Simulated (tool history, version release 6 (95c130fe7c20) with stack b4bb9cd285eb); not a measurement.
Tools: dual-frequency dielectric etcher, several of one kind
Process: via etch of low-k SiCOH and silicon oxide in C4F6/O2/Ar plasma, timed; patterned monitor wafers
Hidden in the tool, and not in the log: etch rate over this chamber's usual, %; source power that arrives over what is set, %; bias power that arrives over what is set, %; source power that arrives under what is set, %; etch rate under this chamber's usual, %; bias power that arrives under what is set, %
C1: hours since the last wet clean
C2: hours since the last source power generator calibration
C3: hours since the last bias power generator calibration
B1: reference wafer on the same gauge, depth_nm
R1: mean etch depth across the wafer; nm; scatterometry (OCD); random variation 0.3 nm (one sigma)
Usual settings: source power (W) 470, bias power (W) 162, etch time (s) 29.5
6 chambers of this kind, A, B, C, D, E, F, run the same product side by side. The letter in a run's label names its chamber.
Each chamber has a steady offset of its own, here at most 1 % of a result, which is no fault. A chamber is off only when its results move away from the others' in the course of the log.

run 1A hour=8.8 | source_power_(W)=470 bias_power_(W)=162 etch_time_(s)=29.5 | C1=419.2 C2=1306.1 C3=808.3 | B1=85.691 | R1=71.883
run 2E hour=16.7 | source_power_(W)=470 bias_power_(W)=162 etch_time_(s)=29.5 | C1=323.9 C2=256.3 C3=3053.0 | B1=85.656 | R1=71.167
run 3F hour=26.3 | source_power_(W)=470 bias_power_(W)=162 etch_time_(s)=29.5 | C1=256.1 C2=1828.9 C3=3695.1 | B1=85.703 | R1=70.771
run 4D hour=35.9 | source_power_(W)=470 bias_power_(W)=162 etch_time_(s)=29.5 | C1=455.2 C2=944.6 C3=2821.4 | B1=85.729 | R1=72.226
run 5B hour=41.8 | source_power_(W)=470 bias_power_(W)=162 etch_time_(s)=29.5 | C1=565.2 C2=394.7 C3=1354.4 | B1=85.735 | R1=71.895
-- hour=46.0 chamber F: bias power generator calibrated
-- hour=51.4 chamber B: wet clean of the chamber
run 6C hour=51.5 | source_power_(W)=470 bias_power_(W)=162 etch_time_(s)=29.5 | C1=251.6 C2=612.3 C3=2606.1 | B1=85.734 | R1=71.388
run 7B hour=58.4 | source_power_(W)=470 bias_power_(W)=162 etch_time_(s)=29.5 | C1=7.1 C2=411.3 C3=1371.0 | B1=85.766 | R1=72.117
run 8C hour=65.2 | source_power_(W)=470 bias_power_(W)=162 etch_time_(s)=29.5 | C1=265.3 C2=626.0 C3=2619.8 | B1=85.689 | R1=71.838
run 9D hour=70.5 | source_power_(W)=470 bias_power_(W)=162 etch_time_(s)=29.5 | C1=489.8 C2=979.2 C3=2856.0 | B1=85.698 | R1=72.191
run 10F hour=75.1 | source_power_(W)=470 bias_power_(W)=162 etch_time_(s)=29.5 | C1=304.9 C2=1877.7 C3=29.1 | B1=85.719 | R1=71.304
run 11E hour=79.7 | source_power_(W)=470 bias_power_(W)=162 etch_time_(s)=29.5 | C1=386.9 C2=319.3 C3=3116.0 | B1=85.728 | R1=72.025
run 12A hour=89.7 | source_power_(W)=470 bias_power_(W)=190 etch_time_(s)=29.5 | C1=500.1 C2=1387.0 C3=889.2 | B1=85.668 | R1=76.051
-- hour=94.7 chamber A: wet clean of the chamber
run 13D hour=96.8 | source_power_(W)=470 bias_power_(W)=190 etch_time_(s)=29.5 | C1=516.1 C2=1005.5 C3=2882.3 | B1=85.694 | R1=76.043
-- hour=98.9 chamber E: wet clean of the chamber
run 14A hour=104.5 | source_power_(W)=470 bias_power_(W)=190 etch_time_(s)=29.5 | C1=9.9 C2=1401.8 C3=904.0 | B1=85.731 | R1=75.112
run 15E hour=109.2 | source_power_(W)=470 bias_power_(W)=190 etch_time_(s)=29.5 | C1=10.3 C2=348.8 C3=3145.5 | B1=85.701 | R1=75.457
run 16F hour=116.3 | source_power_(W)=470 bias_power_(W)=190 etch_time_(s)=29.5 | C1=346.1 C2=1918.9 C3=70.3 | B1=85.663 | R1=74.695
run 17B hour=124.7 | source_power_(W)=470 bias_power_(W)=190 etch_time_(s)=29.5 | C1=73.4 C2=477.6 C3=1437.3 | B1=85.668 | R1=75.653
-- hour=130.3 chamber D: wet clean of the chamber
run 18C hour=131.2 | source_power_(W)=470 bias_power_(W)=162 etch_time_(s)=29.5 | C1=331.3 C2=692.0 C3=2685.8 | B1=85.555 | R1=71.102
run 19B hour=140.2 | source_power_(W)=470 bias_power_(W)=162 etch_time_(s)=29.5 | C1=88.9 C2=493.1 C3=1452.8 | B1=85.763 | R1=72.189
run 20E hour=148.7 | source_power_(W)=470 bias_power_(W)=162 etch_time_(s)=29.5 | C1=49.8 C2=388.3 C3=3185.0 | B1=85.674 | R1=72.110
run 21F hour=157.6 | source_power_(W)=470 bias_power_(W)=162 etch_time_(s)=29.5 | C1=387.4 C2=1960.2 C3=111.6 | B1=85.675 | R1=71.472
run 22C hour=165.5 | source_power_(W)=470 bias_power_(W)=162 etch_time_(s)=29.5 | C1=365.6 C2=726.3 C3=2720.1 | B1=85.710 | R1=70.668
run 23D hour=173.2 | source_power_(W)=550 bias_power_(W)=134 etch_time_(s)=29.5 | C1=42.9 C2=1081.9 C3=2958.7 | B1=85.707 | R1=72.900
run 24A hour=182.5 | source_power_(W)=550 bias_power_(W)=134 etch_time_(s)=29.5 | C1=87.9 C2=1479.8 C3=982.0 | B1=85.650 | R1=72.772
run 25B hour=190.0 | source_power_(W)=550 bias_power_(W)=134 etch_time_(s)=29.5 | C1=138.7 C2=542.9 C3=1502.6 | B1=85.710 | R1=72.506
run 26D hour=197.8 | source_power_(W)=550 bias_power_(W)=134 etch_time_(s)=29.5 | C1=67.5 C2=1106.5 C3=2983.3 | B1=85.720 | R1=72.828
run 27A hour=205.5 | source_power_(W)=550 bias_power_(W)=134 etch_time_(s)=29.5 | C1=110.9 C2=1502.8 C3=1005.0 | B1=85.763 | R1=72.546
run 28C hour=211.4 | source_power_(W)=550 bias_power_(W)=134 etch_time_(s)=29.5 | C1=411.5 C2=772.2 C3=2766.0 | B1=85.674 | R1=70.607
run 29F hour=215.9 | source_power_(W)=470 bias_power_(W)=162 etch_time_(s)=29.5 | C1=445.7 C2=2018.5 C3=169.9 | B1=85.642 | R1=70.989
run 30E hour=221.0 | source_power_(W)=570 bias_power_(W)=162 etch_time_(s)=35.5 | C1=122.1 C2=460.6 C3=3257.3 | B1=85.684 | R1=93.182
run 31C hour=230.5 | source_power_(W)=570 bias_power_(W)=162 etch_time_(s)=35.5 | C1=430.6 C2=791.3 C3=2785.1 | B1=85.611 | R1=90.707
-- hour=237.2 chamber F: wet clean of the chamber
run 32E hour=239.0 | source_power_(W)=570 bias_power_(W)=162 etch_time_(s)=35.5 | C1=140.1 C2=478.6 C3=3275.3 | B1=85.739 | R1=93.988
run 33A hour=245.9 | source_power_(W)=570 bias_power_(W)=162 etch_time_(s)=35.5 | C1=151.3 C2=1543.2 C3=1045.4 | B1=85.754 | R1=93.543
run 34F hour=256.0 | source_power_(W)=570 bias_power_(W)=162 etch_time_(s)=35.5 | C1=18.8 C2=2058.6 C3=210.0 | B1=85.684 | R1=92.820
run 35B hour=263.2 | source_power_(W)=570 bias_power_(W)=162 etch_time_(s)=35.5 | C1=211.9 C2=616.1 C3=1575.8 | B1=85.639 | R1=93.576
run 36D hour=269.8 | source_power_(W)=470 bias_power_(W)=162 etch_time_(s)=29.5 | C1=139.5 C2=1178.5 C3=3055.3 | B1=85.673 | R1=72.642
run 37A hour=276.6 | source_power_(W)=470 bias_power_(W)=162 etch_time_(s)=29.5 | C1=182.0 C2=1573.9 C3=1076.1 | B1=85.735 | R1=72.117
run 38F hour=286.1 | source_power_(W)=470 bias_power_(W)=162 etch_time_(s)=29.5 | C1=48.9 C2=2088.7 C3=240.1 | B1=85.686 | R1=71.017

All 6 chambers run these settings next. Forecast each chamber's results:
run 39A hour=293.3 | source_power_(W)=470 bias_power_(W)=185 etch_time_(s)=29.5 | R1=?
run 39B hour=293.3 | source_power_(W)=470 bias_power_(W)=185 etch_time_(s)=29.5 | R1=?
run 39C hour=293.3 | source_power_(W)=470 bias_power_(W)=185 etch_time_(s)=29.5 | R1=?
run 39D hour=293.3 | source_power_(W)=470 bias_power_(W)=185 etch_time_(s)=29.5 | R1=?
run 39E hour=293.3 | source_power_(W)=470 bias_power_(W)=185 etch_time_(s)=29.5 | R1=?
run 39F hour=293.3 | source_power_(W)=470 bias_power_(W)=185 etch_time_(s)=29.5 | R1=?

run=39A R1=75.051
run=39B R1=74.991
run=39C R1=71.957
run=39D R1=75.445
run=39E R1=74.898
run=39F R1=74.137

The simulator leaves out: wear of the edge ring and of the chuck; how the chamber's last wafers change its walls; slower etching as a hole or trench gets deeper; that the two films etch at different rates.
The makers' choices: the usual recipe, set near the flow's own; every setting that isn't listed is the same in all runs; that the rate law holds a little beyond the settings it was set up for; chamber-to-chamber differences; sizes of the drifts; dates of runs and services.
